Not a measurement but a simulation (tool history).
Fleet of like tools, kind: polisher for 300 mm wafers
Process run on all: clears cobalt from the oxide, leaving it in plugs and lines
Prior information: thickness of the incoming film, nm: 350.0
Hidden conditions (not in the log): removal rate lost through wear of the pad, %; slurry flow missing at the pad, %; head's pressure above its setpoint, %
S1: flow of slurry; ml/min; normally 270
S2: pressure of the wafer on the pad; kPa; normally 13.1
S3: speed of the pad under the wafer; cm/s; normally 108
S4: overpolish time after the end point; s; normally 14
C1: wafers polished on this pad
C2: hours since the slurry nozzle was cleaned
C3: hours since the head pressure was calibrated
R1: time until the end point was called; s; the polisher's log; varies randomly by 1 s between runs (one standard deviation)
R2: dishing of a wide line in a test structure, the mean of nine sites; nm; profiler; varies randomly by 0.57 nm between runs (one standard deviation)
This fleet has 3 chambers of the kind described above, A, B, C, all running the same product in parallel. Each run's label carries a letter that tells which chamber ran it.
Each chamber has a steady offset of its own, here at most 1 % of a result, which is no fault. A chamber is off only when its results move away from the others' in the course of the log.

Run 1C, hour 8.8: usual settings; C1 556; C2 143.1; C3 764.1. Result: R1 67.325 s, R2 44.35 nm.
At hour 11.3: chamber C: worn pad replaced by a new one.
Run 2A, hour 16.1: usual settings; C1 833; C2 425.9; C3 68.2. Result: R1 66.889 s, R2 42.829 nm.
Run 3B, hour 26.5: usual settings; C1 994; C2 649.3; C3 340.6. Result: R1 69.404 s, R2 45.467 nm.
Run 4A, hour 37.2: usual settings; C1 1012; C2 447; C3 89.3. Result: R1 67.742 s, R2 45.515 nm.
Run 5C, hour 49.4: usual settings; C1 324; C2 183.7; C3 804.7. Result: R1 67.885 s, R2 44.379 nm.
Run 6B, hour 56.6: usual settings but S2 16.5 kPa, S4 19 s; C1 1250; C2 679.4; C3 370.7. Result: R1 54.805 s, R2 56.094 nm.
At hour 60.4: chamber A: worn pad replaced by a new one.
Run 7C, hour 64.4: usual settings but S2 16.5 kPa, S4 19 s; C1 451; C2 198.7; C3 819.7. Result: R1 54.192 s, R2 58.307 nm.
Run 8A, hour 77.2: usual settings but S2 16.5 kPa, S4 19 s; C1 143; C2 487; C3 129.3. Result: R1 53.916 s, R2 57.087 nm.
Run 9B, hour 85.8: usual settings; C1 1498; C2 708.6; C3 399.9. Result: R1 68.455 s, R2 44.292 nm.
Run 10C, hour 92.3: usual settings but S1 345 ml/min; C1 688; C2 226.6; C3 847.6. Result: R1 66.318 s, R2 44.755 nm.
At hour 96.3: chamber C: worn pad replaced by a new one.
Run 11A, hour 101.9: usual settings but S1 345 ml/min; C1 352; C2 511.7; C3 154. Result: R1 67.228 s, R2 45.465 nm.
At hour 103.8: chamber A: slurry nozzle cleaned.
Run 12B, hour 114: usual settings but S1 345 ml/min; C1 1738; C2 736.8; C3 428.1. Result: R1 66.369 s, R2 44.769 nm.
Run 13C, hour 122.9: usual settings; C1 226; C2 257.2; C3 878.2. Result: R1 67.926 s, R2 44.278 nm.
Run 14B, hour 134.5: usual settings; C1 1912; C2 757.3; C3 448.6. Result: R1 67.231 s, R2 43.666 nm.
At hour 139.7: chamber C: slurry nozzle cleaned.
Run 15A, hour 141.5: usual settings; C1 689; C2 37.8; C3 193.6. Result: R1 65.922 s, R2 44.468 nm.
At hour 144.5: chamber B: slurry nozzle cleaned.
Run 16B, hour 148.4: usual settings; C1 2030; C2 3.9; C3 462.5. Result: R1 66.712 s, R2 43.448 nm.
Run 17C, hour 157.6: usual settings but S1 305 ml/min, S3 78 cm/s; C1 521; C2 18; C3 912.9. Result: R1 93.064 s, R2 36.819 nm.
Run 18A, hour 170: usual settings but S1 305 ml/min, S3 78 cm/s; C1 931; C2 66.3; C3 222.1. Result: R1 94.927 s, R2 37.123 nm.
At hour 171.9: chamber C: worn pad replaced by a new one.
Run 19C, hour 183.5: usual settings but S1 305 ml/min, S3 78 cm/s; C1 99; C2 43.9; C3 938.8. Result: R1 94.175 s, R2 36.684 nm.
Run 20B, hour 192.4: usual settings; C1 2403; C2 47.9; C3 506.5. Result: R1 68.529 s, R2 42.656 nm.
Run 21A, hour 204.7: usual settings; C1 1226; C2 101; C3 256.8. Result: R1 68.137 s, R2 44.623 nm.
At hour 204.9: chamber A: worn pad replaced by a new one.
Run 22C, hour 214.8: usual settings; C1 365; C2 75.2; C3 970.1. Result: R1 67.593 s, R2 44.491 nm.
Run 23B, hour 226.5: usual settings; C1 2693; C2 82; C3 540.6. Result: R1 68.635 s, R2 43.45 nm.
Run 24A, hour 232.4: usual settings; C1 234; C2 128.7; C3 284.5. Result: R1 67.664 s, R2 44.715 nm.
Run 25B, hour 245.8: usual settings; C1 2857; C2 101.3; C3 559.9. Result: R1 70.709 s, R2 43.132 nm.
At hour 255.3: chamber C: worn pad replaced by a new one.
Run 26C, hour 259: usual settings; C1 31; C2 119.4; C3 1014.3. Result: R1 67.138 s, R2 44.351 nm.
Run 27A, hour 270.1: usual settings; C1 554; C2 166.4; C3 322.2. Result: R1 66.834 s, R2 44.536 nm.
Run 28C, hour 278.3: usual settings; C1 195; C2 138.7; C3 1033.6. Result: R1 67.033 s, R2 43.599 nm.
Run 29B, hour 291.1: usual settings; C1 3242; C2 146.6; C3 605.2. Result: R1 70.404 s, R2 43.447 nm.
Run 30A, hour 299.8: usual settings; C1 806; C2 196.1; C3 351.9. Result: R1 66.315 s, R2 44.16 nm.
Run 31A, hour 308.4: usual settings; C1 879; C2 204.7; C3 360.5. Result: R1 69.3 s, R2 44.784 nm.
At hour 314.3: chamber A: worn pad replaced by a new one.
Run 32B, hour 319.1: usual settings; C1 3480; C2 174.6; C3 633.2. Result: R1 72.378 s, R2 41.791 nm.
At hour 325.6: chamber C: worn pad replaced by a new one.
Run 33C, hour 327.5: usual settings; C1 16; C2 187.9; C3 1082.8. Result: R1 67.198 s, R2 44.59 nm.
Run 34C, hour 340.4: usual settings; C1 125; C2 200.8; C3 1095.7. Result: R1 66.263 s, R2 43.731 nm.
Run 35A, hour 349.4: usual settings; C1 298; C2 245.7; C3 401.5. Result: R1 68.308 s, R2 43.986 nm.
Run 36B, hour 361.5: usual settings; C1 3840; C2 217; C3 675.6. Result: R1 74.161 s, R2 41.888 nm.

What goes on in this fleet: one chamber off, a drifting gauge, or nothing beyond the chambers' own small offsets? Name the chamber and the cause, if any.

Little by little, chamber B moves away from the other chambers.
Likeliest cause: removal rate lost through wear of the pad, % = 7.71.
The log might look much the same if the cause were instead: head's pressure below its setpoint, %.

Below are 4 candidate recipes for chamber B's next run, each the usual settings with a change, their results shown as question marks. Which of them brings B's results back in line with what the other chambers give on the usual settings?
In-line tolerance around the mean of the other chambers on the usual settings: R1 3.6 s; R2 2 nm
Run 37B-1, hour 371.1: usual settings but S2 11.7 kPa, S3 100 cm/s. Result: R1 ?, R2 ?.
Run 37B-2, hour 371.1: usual settings but S2 13.8 kPa, S3 112 cm/s. Result: R1 ?, R2 ?.
Run 37B-3, hour 371.1: usual settings but S2 14.5 kPa, S3 116 cm/s, S4 15 s. Result: R1 ?, R2 ?.
Run 37B-4, hour 371.1: usual settings but S2 12.4 kPa, S3 104 cm/s. Result: R1 ?, R2 ?.

What the other chambers average on the usual settings: R1 67.867 s; R2 44.333 nm
  run      R1      R2
37B-1  88.864  37.503
37B-2  67.711  44.178
37B-3  62.332  47.896
37B-4  80.817  39.819
Change 37B-2 lands the chamber within the allowed miss of the other chambers.

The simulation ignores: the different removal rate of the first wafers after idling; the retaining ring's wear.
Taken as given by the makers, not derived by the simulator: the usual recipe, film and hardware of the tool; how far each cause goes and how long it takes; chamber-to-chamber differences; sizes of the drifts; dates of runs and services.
